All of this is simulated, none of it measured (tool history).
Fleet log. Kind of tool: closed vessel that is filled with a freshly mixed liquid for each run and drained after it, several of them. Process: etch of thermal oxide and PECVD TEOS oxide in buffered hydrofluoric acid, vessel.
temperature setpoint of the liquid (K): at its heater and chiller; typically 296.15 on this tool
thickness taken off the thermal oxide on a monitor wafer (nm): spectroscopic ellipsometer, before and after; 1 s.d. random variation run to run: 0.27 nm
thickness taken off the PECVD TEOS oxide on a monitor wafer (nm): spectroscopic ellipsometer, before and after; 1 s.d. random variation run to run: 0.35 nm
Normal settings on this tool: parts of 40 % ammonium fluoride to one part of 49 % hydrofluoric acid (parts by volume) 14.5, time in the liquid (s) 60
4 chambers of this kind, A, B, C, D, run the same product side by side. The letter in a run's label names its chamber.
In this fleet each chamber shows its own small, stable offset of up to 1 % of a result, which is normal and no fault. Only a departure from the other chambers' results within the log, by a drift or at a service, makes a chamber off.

run,day,temperature setpoint of the liquid (K),parts of 40 % ammonium fluoride to one part of 49 % hydrofluoric acid (parts by volume),time in the liquid (s),"read-back film thickness of the thermal oxide reference wafer, read on the same gauge (nm)","read-back film thickness of the PECVD TEOS oxide reference wafer, read on the same gauge (nm)",thickness taken off the thermal oxide on a monitor wafer (nm),thickness taken off the PECVD TEOS oxide on a monitor wafer (nm)
1A,0.104,296.15,14.5,60,149.98,150.01,45.395,107.6
2B,0.242,296.15,14.5,60,149.99,150.01,45.431,106.94
3C,0.362,296.15,14.5,60,150,150,44.728,106.48
4D,0.542,296.15,14.5,60,150.02,149.99,44.827,107.52
5B,0.683,296.15,14.5,60,149.99,149.99,45.126,106.98
6A,0.804,296.15,14.5,60,150.04,150,44.93,106.06
7C,0.971,292.15,14.5,60,150.02,150.01,35.75,85.39
8D,1.054,292.15,14.5,60,150,150.01,36.651,85.669
9C,1.229,292.15,14.5,60,150.01,149.99,35.828,85.493
10D,1.358,292.15,14.5,60,150,150,35.855,85.785
11B,1.483,296.15,14.5,60,149.99,150.01,45.807,107.11
12A,1.658,294.65,9,60,149.99,150,64.157,150.85
13A,1.771,294.65,9,60,149.99,150.01,64.271,151.89
# day 1.854: chamber D: thermometer replaced
14C,1.858,294.65,9,60,150,150,62.673,150.37
15D,1.967,294.65,9,60,149.99,150,63.764,151.18
16B,2.092,298.15,14.5,60,150.04,149.99,50.729,119.24
17B,2.242,298.15,14.5,60,149.99,149.99,50.016,120.27
18D,2.4,298.15,14.5,60,149.99,150,50.85,118.81
19C,2.504,298.15,14.5,60,150,150,50.006,118.89
20A,2.65,296.15,14.5,60,150,150,45.059,107.01
21C,2.758,296.15,14.5,60,149.98,149.99,44.421,106.46
22B,2.904,296.15,14.5,60,150.01,150.01,45.065,106.42
23A,3.025,296.15,14.5,60,149.96,149.98,45.665,107.13
24D,3.158,296.15,14.5,60,150.02,149.99,45.341,107.05
25A,3.321,296.15,14.5,60,150.03,150,45.483,106.51
26B,3.5,292.15,14.5,60,149.99,150,36.272,85.618
27D,3.621,292.15,14.5,60,150.01,150,36.235,84.621
28C,3.754,292.15,14.5,60,150,149.99,35.902,85.163
29B,3.917,292.15,14.5,60,150.02,149.99,36.477,85.514
30D,4.038,296.15,14.5,60,150.04,150.02,45.382,106.88
31C,4.2,296.15,14.5,60,150,150,44.807,106.36
# day 4.217: chamber C: hydrofluoric acid flow meter replaced
32A,4.279,296.15,14.5,60,150.01,150,45.58,107.15
33C,4.438,296.15,14.5,60,149.97,150.01,44.992,106.41
34A,4.533,296.15,14.5,60,150.01,150,45.337,106.95
35B,4.704,291.65,18,60,150.01,150,28.181,67.271
36D,4.788,291.65,18,60,150,149.99,28.567,66.727
37B,4.95,291.65,18,60,149.97,149.99,28.339,66.894
38D,5.117,291.65,18,60,150,150.01,28.398,66.61
39A,5.288,296.15,17,40,149.98,149.99,25.787,60.752
40C,5.438,296.15,17,40,150.02,150.02,25.604,60.386
41C,5.554,296.15,17,40,150.01,150.02,25.615,60.662

Next, all 4 chambers run the settings below, one line each with question marks for the results. What does each chamber give?
42A,5.683,299.15,14.5,60,,,?,?
42B,5.683,299.15,14.5,60,,,?,?
42C,5.683,299.15,14.5,60,,,?,?
42D,5.683,299.15,14.5,60,,,?,?

run,thickness taken off the thermal oxide on a monitor wafer (nm),thickness taken off the PECVD TEOS oxide on a monitor wafer (nm)
42A,53.141,125.89
42B,53.435,126.14
42C,52.385,125.47
42D,53.444,125.54

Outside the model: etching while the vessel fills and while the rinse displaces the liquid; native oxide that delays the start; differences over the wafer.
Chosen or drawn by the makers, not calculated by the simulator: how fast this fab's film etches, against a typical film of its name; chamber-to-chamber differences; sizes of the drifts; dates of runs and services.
